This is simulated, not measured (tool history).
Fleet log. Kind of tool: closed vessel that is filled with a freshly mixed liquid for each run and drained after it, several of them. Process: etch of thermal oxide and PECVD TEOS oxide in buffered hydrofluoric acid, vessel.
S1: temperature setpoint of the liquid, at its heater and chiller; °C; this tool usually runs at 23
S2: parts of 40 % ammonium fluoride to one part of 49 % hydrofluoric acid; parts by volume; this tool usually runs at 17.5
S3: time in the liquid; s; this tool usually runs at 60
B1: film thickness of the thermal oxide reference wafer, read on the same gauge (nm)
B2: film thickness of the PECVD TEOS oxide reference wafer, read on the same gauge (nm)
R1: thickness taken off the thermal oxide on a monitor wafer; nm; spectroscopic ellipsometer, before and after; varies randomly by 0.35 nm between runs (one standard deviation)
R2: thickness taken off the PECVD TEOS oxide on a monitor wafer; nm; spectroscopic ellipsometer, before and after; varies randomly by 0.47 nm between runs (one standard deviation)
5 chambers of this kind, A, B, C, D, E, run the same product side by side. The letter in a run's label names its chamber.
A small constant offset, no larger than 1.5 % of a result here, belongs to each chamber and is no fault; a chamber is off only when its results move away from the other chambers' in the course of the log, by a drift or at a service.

run	day	S1	S2	S3	B1	B2	R1	R2
1E	0.342	23	17.5	60	59.988	129.96	37.764	61.004
2A	0.625	23	17.5	60	60.013	130	36.994	60.305
3D	0.875	23	17.5	60	60.008	130.05	37.98	59.863
# day 1.217: chamber D: thermometer replaced
4B	1.242	23	17.5	60	59.953	130.04	38.161	59.718
5C	1.55	23	17.5	60	60.026	130	38.001	59.242
6E	1.888	23	17.5	60	60.051	130.04	38.631	61.977
7D	2.15	23	17.5	60	59.978	130.01	37.747	59.276
8C	2.333	23	17.5	60	59.988	130.03	37.296	59.292
9B	2.662	23	17.5	60	59.992	130.02	37.547	59.9
10A	2.896	23	17.5	60	60.002	130.04	37.273	60.58
11A	3.162	23	17.5	60	59.991	129.99	36.858	60.091
12C	3.438	23	17.5	60	60.032	129.99	37.566	59.604
13D	3.696	23	17.5	60	60.039	129.98	37.545	59.12
14B	3.942	23	17.5	60	59.949	130	37.589	59.609
# day 4.142: chamber B: thermometer replaced
15E	4.317	23	17.5	60	60.023	130	37.982	60.845
16A	4.592	23	17.5	60	60.015	129.98	37.157	60.525
17D	4.854	23	17.5	60	60.015	129.98	37.557	60.523
18C	5.05	23	17.5	60	60.005	130.04	37.538	59.951
19B	5.321	23	17.5	60	60.024	130.02	37.81	59.947
20E	5.642	23	17.5	60	60.036	130.02	38.375	61.631
21E	5.912	23	17.5	60	60.002	129.99	38.422	61.51
22B	6.2	23	17.5	60	59.969	130	37.383	59.684
23C	6.496	23	17.5	60	60.047	129.99	37.587	60.415
24D	6.825	23	17.5	60	60.007	130.02	37.3	60.679
25A	7.112	23	17.5	60	60.015	129.96	37.362	60.37
26B	7.325	23	17.5	60	59.995	130	38.294	59.646
27C	7.633	23	17.5	60	60.019	130.01	37.573	58.993
28E	7.812	23	17.5	60	60.074	130.01	38.142	61.059
29D	8.033	23	17.5	60	59.968	130.05	38.038	59.477
30A	8.229	25.5	21.5	60	59.964	129.99	35.461	57.7
31B	8.612	25.5	21.5	60	60.01	129.99	35.857	57.048
32E	8.938	25.5	21.5	60	60.022	129.99	35.721	57.759
33C	9.3	25.5	21.5	60	59.98	130	35.761	58

Is one chamber off against the others, does the gauge drift, or is nothing wrong? If a chamber is off, say which, and what the likeliest cause is.

The fleet is healthy, with each chamber sitting at its usual small offset and no drift in the gauge.

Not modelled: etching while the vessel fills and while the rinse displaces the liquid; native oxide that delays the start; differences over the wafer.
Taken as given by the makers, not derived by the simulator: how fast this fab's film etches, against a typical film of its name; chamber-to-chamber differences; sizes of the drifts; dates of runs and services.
